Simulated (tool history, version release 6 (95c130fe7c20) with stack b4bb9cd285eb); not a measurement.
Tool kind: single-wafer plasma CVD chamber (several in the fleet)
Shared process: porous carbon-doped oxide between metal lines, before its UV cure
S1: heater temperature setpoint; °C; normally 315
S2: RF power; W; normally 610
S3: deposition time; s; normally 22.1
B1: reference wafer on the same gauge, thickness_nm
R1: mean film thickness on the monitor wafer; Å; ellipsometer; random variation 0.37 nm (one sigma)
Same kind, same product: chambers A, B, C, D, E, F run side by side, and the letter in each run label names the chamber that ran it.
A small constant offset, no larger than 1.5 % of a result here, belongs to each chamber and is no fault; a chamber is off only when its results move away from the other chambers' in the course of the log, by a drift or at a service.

Run 1C, hour 7.4: usual settings; B1 124.99. Result: R1 1275.8 Å.
Run 2B, hour 11.4: usual settings; B1 124.96. Result: R1 1269.1 Å.
Run 3E, hour 16.7: usual settings; B1 125.00. Result: R1 1273.5 Å.
Run 4A, hour 22.6: usual settings; B1 125.11. Result: R1 1250.9 Å.
Run 5D, hour 26.8: usual settings; B1 124.99. Result: R1 1282.4 Å.
Run 6F, hour 34.6: usual settings; B1 125.04. Result: R1 1257.5 Å.
Run 7F, hour 42.4: usual settings; B1 124.96. Result: R1 1255.6 Å.
At hour 46.4: chamber A: RF generator calibrated.
Run 8A, hour 48.7: usual settings; B1 124.98. Result: R1 1253.3 Å.
Run 9C, hour 53.1: usual settings; B1 125.00. Result: R1 1282.8 Å.
Run 10E, hour 56.8: usual settings; B1 124.95. Result: R1 1272.9 Å.
At hour 60.0: chamber C: RF generator calibrated.
Run 11B, hour 63.1: usual settings; B1 125.03. Result: R1 1268.4 Å.
Run 12D, hour 68.7: usual settings; B1 125.04. Result: R1 1274.7 Å.
Run 13A, hour 73.0: usual settings but S1 305 °C; B1 124.94. Result: R1 1321.9 Å.
Run 14E, hour 77.7: usual settings but S1 305 °C; B1 125.04. Result: R1 1341.8 Å.
Run 15D, hour 85.9: usual settings but S1 305 °C; B1 125.05. Result: R1 1344.9 Å.
Run 16C, hour 91.0: usual settings but S1 305 °C; B1 125.10. Result: R1 1343.3 Å.
Run 17B, hour 98.3: usual settings but S1 305 °C; B1 125.03. Result: R1 1338.5 Å.
Run 18F, hour 102.2: usual settings but S1 305 °C; B1 124.98. Result: R1 1317.7 Å.
Run 19A, hour 110.4: usual settings; B1 124.97. Result: R1 1254.3 Å.
Run 20D, hour 114.5: usual settings; B1 124.97. Result: R1 1278.8 Å.
Run 21E, hour 119.3: usual settings; B1 124.96. Result: R1 1264.8 Å.
Run 22B, hour 124.4: usual settings; B1 125.01. Result: R1 1267.0 Å.
Run 23F, hour 128.0: usual settings; B1 124.98. Result: R1 1256.7 Å.
Run 24C, hour 131.7: usual settings; B1 124.95. Result: R1 1278.5 Å.
Run 25D, hour 135.7: usual settings; B1 125.00. Result: R1 1278.3 Å.
Run 26E, hour 143.5: usual settings; B1 124.91. Result: R1 1275.7 Å.
Run 27F, hour 147.9: usual settings but S2 505 W, S3 25.1 s; B1 124.99. Result: R1 1251.6 Å.
Run 28C, hour 152.6: usual settings but S2 505 W, S3 25.1 s; B1 124.95. Result: R1 1275.4 Å.
Run 29B, hour 160.3: usual settings but S2 505 W, S3 25.1 s; B1 125.04. Result: R1 1254.4 Å.
Run 30A, hour 165.9: usual settings but S2 505 W, S3 25.1 s; B1 125.05. Result: R1 1258.7 Å.
Run 31B, hour 171.3: usual settings but S2 505 W, S3 25.1 s; B1 125.03. Result: R1 1260.7 Å.
Run 32A, hour 178.4: usual settings but S2 505 W, S3 25.1 s; B1 124.89. Result: R1 1261.1 Å.
Run 33F, hour 186.4: usual settings; B1 124.94. Result: R1 1252.7 Å.
Run 34E, hour 192.9: usual settings but S2 670 W, S3 23.7 s; B1 125.09. Result: R1 1458.9 Å.
Run 35C, hour 198.3: usual settings but S2 670 W, S3 23.7 s; B1 125.04. Result: R1 1455.3 Å.
Run 36D, hour 203.5: usual settings but S2 670 W, S3 23.7 s; B1 125.04. Result: R1 1457.6 Å.
Run 37B, hour 210.9: usual settings but S2 670 W, S3 23.7 s; B1 125.06. Result: R1 1444.2 Å.
Run 38D, hour 214.7: usual settings but S2 670 W, S3 23.7 s; B1 125.05. Result: R1 1459.0 Å.
Run 39A, hour 220.0: usual settings but S2 670 W, S3 23.7 s; B1 124.99. Result: R1 1428.8 Å.
Run 40F, hour 227.3: usual settings; B1 124.95. Result: R1 1254.3 Å.
Run 41E, hour 234.1: usual settings but S3 23.5 s; B1 124.92. Result: R1 1346.0 Å.
Run 42C, hour 238.0: usual settings but S3 23.5 s; B1 124.94. Result: R1 1357.6 Å.

Does one chamber stand apart from the rest, does the shared gauge drift, or is all well apart from small per-chamber offsets? Give the chamber and the most likely cause, where there is one.

The fleet is healthy, with each chamber sitting at its usual small offset and no drift in the gauge.
